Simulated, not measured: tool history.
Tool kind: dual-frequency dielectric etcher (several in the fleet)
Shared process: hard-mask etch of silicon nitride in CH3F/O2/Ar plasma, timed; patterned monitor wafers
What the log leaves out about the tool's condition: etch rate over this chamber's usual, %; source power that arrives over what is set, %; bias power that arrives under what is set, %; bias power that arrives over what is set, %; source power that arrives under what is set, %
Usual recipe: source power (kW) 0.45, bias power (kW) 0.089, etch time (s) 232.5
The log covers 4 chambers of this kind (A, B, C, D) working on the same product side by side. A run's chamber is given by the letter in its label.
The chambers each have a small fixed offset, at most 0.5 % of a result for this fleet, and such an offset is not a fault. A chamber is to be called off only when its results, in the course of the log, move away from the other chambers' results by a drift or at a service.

run,hour,source power (kW),bias power (kW),etch time (s),hours since the last wet clean,hours since the last source power generator calibration,hours since the last bias power generator calibration,"read-back reference wafer on the same gauge, depth_nm",mean etch depth across the wafer (angstrom)
1D,4.7,0.45,0.089,232.5,361.7,1431.4,453.6,171,1818.2
2C,9,0.45,0.089,232.5,35.6,1093.9,2905.5,171.05,1832.4
3B,12.2,0.45,0.089,232.5,128.1,1524.5,2530.1,171.1,1826.6
4A,17,0.45,0.089,232.5,309.1,1070.9,230.5,171.1,1841.5
5C,21.8,0.45,0.089,232.5,48.4,1106.7,2918.3,171.15,1830.4
6B,25.7,0.45,0.089,232.5,141.6,1538,2543.6,171.14,1826.7
7A,30.6,0.45,0.089,232.5,322.7,1084.5,244.1,171.2,1834.3
8D,34.2,0.45,0.089,232.5,391.2,1460.9,483.1,171.18,1828.5
9C,38.9,0.45,0.089,232.5,65.5,1123.8,2935.4,171.23,1832.4
# hour 41.5: chamber D: source power generator calibrated
10A,43.7,0.45,0.089,232.5,335.8,1097.6,257.2,171.31,1841.3
11D,48.4,0.45,0.089,232.5,405.4,6.9,497.3,171.26,1826
12B,52.5,0.45,0.089,232.5,168.4,1564.8,2570.4,171.37,1828.1
13C,54.9,0.45,0.089,232.5,81.5,1139.8,2951.4,171.35,1838.2
# hour 57.2: chamber D: wet clean of the chamber
14A,58.3,0.45,0.089,232.5,350.4,1112.2,271.8,171.31,1835.7
15D,60.6,0.45,0.089,232.5,3.5,19.1,509.5,171.4,1826.5
16B,63.9,0.45,0.089,232.5,179.8,1576.2,2581.8,171.39,1829.5
17C,66.4,0.45,0.089,232.5,93,1151.3,2962.9,171.44,1836.8
18D,69.5,0.45,0.089,232.5,12.4,28,518.4,171.41,1828.6
19A,72.3,0.45,0.089,232.5,364.4,1126.2,285.8,171.44,1844.2
20B,75.2,0.45,0.089,232.5,191.1,1587.5,2593.1,171.48,1831.6
21C,78.8,0.45,0.089,232.5,105.4,1163.7,2975.3,171.54,1836.5
22B,83.6,0.45,0.089,232.5,199.5,1595.9,2601.5,171.51,1830.8
23D,87.7,0.45,0.089,232.5,30.6,46.2,536.6,171.49,1832.7
24A,91.2,0.45,0.089,232.5,383.3,1145.1,304.7,171.61,1847.6
25C,93.4,0.39,0.089,232.5,120,1178.3,2989.9,171.55,1741.6
26D,96,0.39,0.089,232.5,38.9,54.5,544.9,171.61,1732.9
27B,98.5,0.39,0.089,232.5,214.4,1610.8,2616.4,171.57,1736.5
28A,101.6,0.39,0.089,232.5,393.7,1155.5,315.1,171.65,1745.5
29B,105.4,0.45,0.089,232.5,221.3,1617.7,2623.3,171.7,1833.1
30C,107.9,0.45,0.089,232.5,134.5,1192.8,3004.4,171.67,1839.1
31A,112.4,0.45,0.089,232.5,404.5,1166.3,325.9,171.71,1841.6
32D,117.1,0.45,0.089,232.5,60,75.6,566,171.7,1835.6
33B,120.4,0.45,0.089,198,236.3,1632.7,2638.3,171.77,1559.7
34A,123.1,0.45,0.089,198,415.2,1177,336.6,171.77,1570.9
35C,127.1,0.45,0.089,198,153.7,1212,3023.6,171.78,1567
36D,130.8,0.45,0.089,198,73.7,89.3,579.7,171.78,1560.4
37A,134.7,0.45,0.089,232.5,426.8,1188.6,348.2,171.86,1844.1
38C,138.5,0.45,0.089,232.5,165.1,1223.4,3035,171.85,1843.5
39B,141,0.45,0.089,232.5,256.9,1653.3,2658.9,171.88,1839.3

Does one chamber stand apart from the rest, does the shared gauge drift, or is all well apart from small per-chamber offsets? Give the chamber and the most likely cause, where there is one.

It is the gauge, not a chamber: its drift shows up in every chamber's results at once, and no chamber is off.
Most likely cause: gauge reads high (%) = 0.521.
